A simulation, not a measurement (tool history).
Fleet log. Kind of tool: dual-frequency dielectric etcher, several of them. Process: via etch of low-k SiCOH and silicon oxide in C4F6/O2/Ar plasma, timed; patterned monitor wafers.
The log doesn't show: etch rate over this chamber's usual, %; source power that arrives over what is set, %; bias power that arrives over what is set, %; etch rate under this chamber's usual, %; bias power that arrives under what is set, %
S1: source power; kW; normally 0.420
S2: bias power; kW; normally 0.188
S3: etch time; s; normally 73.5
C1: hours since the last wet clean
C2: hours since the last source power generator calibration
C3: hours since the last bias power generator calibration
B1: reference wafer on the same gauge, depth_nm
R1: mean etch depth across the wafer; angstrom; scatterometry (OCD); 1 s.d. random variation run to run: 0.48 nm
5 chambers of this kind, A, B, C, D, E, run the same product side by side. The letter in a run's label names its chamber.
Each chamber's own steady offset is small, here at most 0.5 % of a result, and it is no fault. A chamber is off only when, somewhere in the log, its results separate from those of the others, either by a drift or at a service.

{"run": "1E", "hour": 11.5, "S1": 0.42, "S2": 0.188, "S3": 73.5, "C1": 198.1, "C2": 136.4, "C3": 1264.7, "B1": 176.0, "R1": 2137.7}
{"run": "2B", "hour": 24.8, "S1": 0.42, "S2": 0.188, "S3": 73.5, "C1": 182.8, "C2": 710.3, "C3": 2952.1, "B1": 176.06, "R1": 2122.7}
{"run": "3A", "hour": 39.7, "S1": 0.42, "S2": 0.188, "S3": 73.5, "C1": 452.6, "C2": 2935.6, "C3": 807.2, "B1": 176.0, "R1": 2140.8}
{"run": "4D", "hour": 50.5, "S1": 0.42, "S2": 0.188, "S3": 73.5, "C1": 345.2, "C2": 658.6, "C3": 1410.2, "B1": 175.96, "R1": 2131.0}
{"run": "5C", "hour": 61.0, "S1": 0.42, "S2": 0.188, "S3": 73.5, "C1": 291.8, "C2": 2305.8, "C3": 525.5, "B1": 176.06, "R1": 2131.2}
{"run": "6C", "hour": 73.4, "S1": 0.42, "S2": 0.188, "S3": 73.5, "C1": 304.2, "C2": 2318.2, "C3": 537.9, "B1": 175.98, "R1": 2120.2}
{"run": "7D", "hour": 88.0, "S1": 0.42, "S2": 0.188, "S3": 73.5, "C1": 382.7, "C2": 696.1, "C3": 1447.7, "B1": 175.99, "R1": 2125.2}
{"run": "8E", "hour": 95.4, "S1": 0.42, "S2": 0.188, "S3": 73.5, "C1": 282.0, "C2": 220.3, "C3": 1348.6, "B1": 175.99, "R1": 2130.5}
{"run": "9B", "hour": 102.1, "S1": 0.42, "S2": 0.188, "S3": 73.5, "C1": 260.1, "C2": 787.6, "C3": 3029.4, "B1": 176.03, "R1": 2114.9}
{"run": "10A", "hour": 111.1, "S1": 0.42, "S2": 0.188, "S3": 73.5, "C1": 524.0, "C2": 3007.0, "C3": 878.6, "B1": 175.93, "R1": 2138.2}
{"run": "11C", "hour": 119.8, "S1": 0.42, "S2": 0.188, "S3": 73.5, "C1": 350.6, "C2": 2364.6, "C3": 584.3, "B1": 175.96, "R1": 2112.3}
{"run": "12B", "hour": 131.5, "S1": 0.42, "S2": 0.188, "S3": 73.5, "C1": 289.5, "C2": 817.0, "C3": 3058.8, "B1": 175.98, "R1": 2119.5}
{"run": "13A", "hour": 143.8, "S1": 0.42, "S2": 0.188, "S3": 73.5, "C1": 556.7, "C2": 3039.7, "C3": 911.3, "B1": 176.01, "R1": 2144.7}
{"run": "14D", "hour": 158.2, "S1": 0.42, "S2": 0.188, "S3": 73.5, "C1": 452.9, "C2": 766.3, "C3": 1517.9, "B1": 175.93, "R1": 2131.1}
{"run": "15E", "hour": 168.0, "S1": 0.48, "S2": 0.188, "S3": 73.5, "C1": 354.6, "C2": 292.9, "C3": 1421.2, "B1": 175.94, "R1": 2258.5}
{"hour": 174.3, "done": "chamber A: wet clean of the chamber"}
{"run": "16D", "hour": 176.2, "S1": 0.48, "S2": 0.188, "S3": 73.5, "C1": 470.9, "C2": 784.3, "C3": 1535.9, "B1": 175.89, "R1": 2237.6}
{"run": "17B", "hour": 190.3, "S1": 0.48, "S2": 0.188, "S3": 73.5, "C1": 348.3, "C2": 875.8, "C3": 3117.6, "B1": 176.08, "R1": 2245.3}
{"run": "18E", "hour": 198.2, "S1": 0.48, "S2": 0.188, "S3": 73.5, "C1": 384.8, "C2": 323.1, "C3": 1451.4, "B1": 175.99, "R1": 2252.6}
{"run": "19C", "hour": 208.3, "S1": 0.48, "S2": 0.188, "S3": 73.5, "C1": 439.1, "C2": 2453.1, "C3": 672.8, "B1": 176.07, "R1": 2219.4}
{"run": "20A", "hour": 215.5, "S1": 0.42, "S2": 0.188, "S3": 73.5, "C1": 41.3, "C2": 3111.4, "C3": 983.0, "B1": 176.01, "R1": 2150.8}
{"run": "21E", "hour": 226.7, "S1": 0.42, "S2": 0.188, "S3": 73.5, "C1": 413.3, "C2": 351.6, "C3": 1479.9, "B1": 176.03, "R1": 2137.7}
{"hour": 232.7, "done": "chamber B: bias power generator calibrated"}
{"run": "22C", "hour": 234.0, "S1": 0.48, "S2": 0.154, "S3": 73.5, "C1": 464.8, "C2": 2478.8, "C3": 698.5, "B1": 175.94, "R1": 2079.9}
{"run": "23A", "hour": 242.7, "S1": 0.48, "S2": 0.154, "S3": 73.5, "C1": 68.5, "C2": 3138.6, "C3": 1010.2, "B1": 175.98, "R1": 2119.2}
{"run": "24B", "hour": 254.2, "S1": 0.48, "S2": 0.154, "S3": 73.5, "C1": 412.2, "C2": 939.7, "C3": 21.5, "B1": 175.95, "R1": 2101.7}
{"run": "25D", "hour": 263.8, "S1": 0.48, "S2": 0.154, "S3": 73.5, "C1": 558.5, "C2": 871.9, "C3": 1623.5, "B1": 175.95, "R1": 2111.9}
{"run": "26C", "hour": 277.9, "S1": 0.48, "S2": 0.154, "S3": 73.5, "C1": 508.7, "C2": 2522.7, "C3": 742.4, "B1": 175.91, "R1": 2066.8}
{"run": "27B", "hour": 292.6, "S1": 0.42, "S2": 0.188, "S3": 73.5, "C1": 450.6, "C2": 978.1, "C3": 59.9, "B1": 175.98, "R1": 2114.0}
{"run": "28E", "hour": 302.0, "S1": 0.42, "S2": 0.188, "S3": 73.5, "C1": 488.6, "C2": 426.9, "C3": 1555.2, "B1": 176.01, "R1": 2130.8}
{"run": "29A", "hour": 314.5, "S1": 0.42, "S2": 0.188, "S3": 73.5, "C1": 140.3, "C2": 3210.4, "C3": 1082.0, "B1": 175.96, "R1": 2132.1}
{"run": "30D", "hour": 321.7, "S1": 0.42, "S2": 0.188, "S3": 73.5, "C1": 616.4, "C2": 929.8, "C3": 1681.4, "B1": 175.99, "R1": 2140.7}
{"run": "31A", "hour": 329.3, "S1": 0.42, "S2": 0.188, "S3": 73.5, "C1": 155.1, "C2": 3225.2, "C3": 1096.8, "B1": 175.95, "R1": 2144.6}
{"run": "32D", "hour": 341.5, "S1": 0.45, "S2": 0.188, "S3": 73.5, "C1": 636.2, "C2": 949.6, "C3": 1701.2, "B1": 175.95, "R1": 2192.8}
{"run": "33C", "hour": 350.2, "S1": 0.45, "S2": 0.188, "S3": 73.5, "C1": 581.0, "C2": 2595.0, "C3": 814.7, "B1": 176.05, "R1": 2137.7}
{"run": "34E", "hour": 365.0, "S1": 0.45, "S2": 0.188, "S3": 73.5, "C1": 551.6, "C2": 489.9, "C3": 1618.2, "B1": 175.98, "R1": 2199.8}
{"hour": 369.6, "done": "chamber D: wet clean of the chamber"}
{"run": "35B", "hour": 372.5, "S1": 0.45, "S2": 0.188, "S3": 73.5, "C1": 530.5, "C2": 1058.0, "C3": 139.8, "B1": 175.96, "R1": 2179.0}
{"run": "36C", "hour": 380.4, "S1": 0.45, "S2": 0.188, "S3": 73.5, "C1": 611.2, "C2": 2625.2, "C3": 844.9, "B1": 176.08, "R1": 2130.7}
{"run": "37D", "hour": 387.8, "S1": 0.42, "S2": 0.188, "S3": 73.5, "C1": 18.3, "C2": 995.9, "C3": 1747.5, "B1": 176.01, "R1": 2128.8}
{"run": "38A", "hour": 402.8, "S1": 0.42, "S2": 0.188, "S3": 73.5, "C1": 228.6, "C2": 3298.7, "C3": 1170.3, "B1": 175.92, "R1": 2136.9}
{"run": "39B", "hour": 416.7, "S1": 0.42, "S2": 0.188, "S3": 73.5, "C1": 574.7, "C2": 1102.2, "C3": 184.0, "B1": 176.0, "R1": 2124.5}
{"run": "40E", "hour": 429.6, "S1": 0.42, "S2": 0.188, "S3": 73.5, "C1": 616.2, "C2": 554.5, "C3": 1682.8, "B1": 176.03, "R1": 2126.5}

Read the log: is a single chamber off, either drifting away or since a service, is the gauge that measures every chamber drifting, or is nothing wrong beyond small per-chamber offsets? Name any odd chamber and what most likely caused it.

One chamber, C, drifts off from the rest bit by bit.
What lies behind it: etch rate under this chamber's usual, % = 2.98.

Below are 4 candidate recipes for chamber C's next run, each the usual settings with a change, their results shown as question marks. Which of them brings C's results back in line with what the other chambers give on the usual settings?
Allowed miss from the other chambers' usual-settings mean, per result, to count as in line: R1 17.0 angstrom
{"run": "41C-1", "hour": 440.5, "S1": 0.4, "S2": 0.18, "S3": 73.5, "R1": "?"}
{"run": "41C-2", "hour": 440.5, "S1": 0.41, "S2": 0.188, "S3": 70.0, "R1": "?"}
{"run": "41C-3", "hour": 440.5, "S1": 0.42, "S2": 0.189, "S3": 76.0, "R1": "?"}
{"run": "41C-4", "hour": 440.5, "S1": 0.42, "S2": 0.19, "S3": 77.5, "R1": "?"}

Mean of the other chambers on the usual settings: R1 2131.7 angstrom
run=41C-1 R1=2000.3
run=41C-2 R1=1949.9
run=41C-3 R1=2140.6
run=41C-4 R1=2186.4
Change 41C-3 lands the chamber within the allowed miss of the other chambers.

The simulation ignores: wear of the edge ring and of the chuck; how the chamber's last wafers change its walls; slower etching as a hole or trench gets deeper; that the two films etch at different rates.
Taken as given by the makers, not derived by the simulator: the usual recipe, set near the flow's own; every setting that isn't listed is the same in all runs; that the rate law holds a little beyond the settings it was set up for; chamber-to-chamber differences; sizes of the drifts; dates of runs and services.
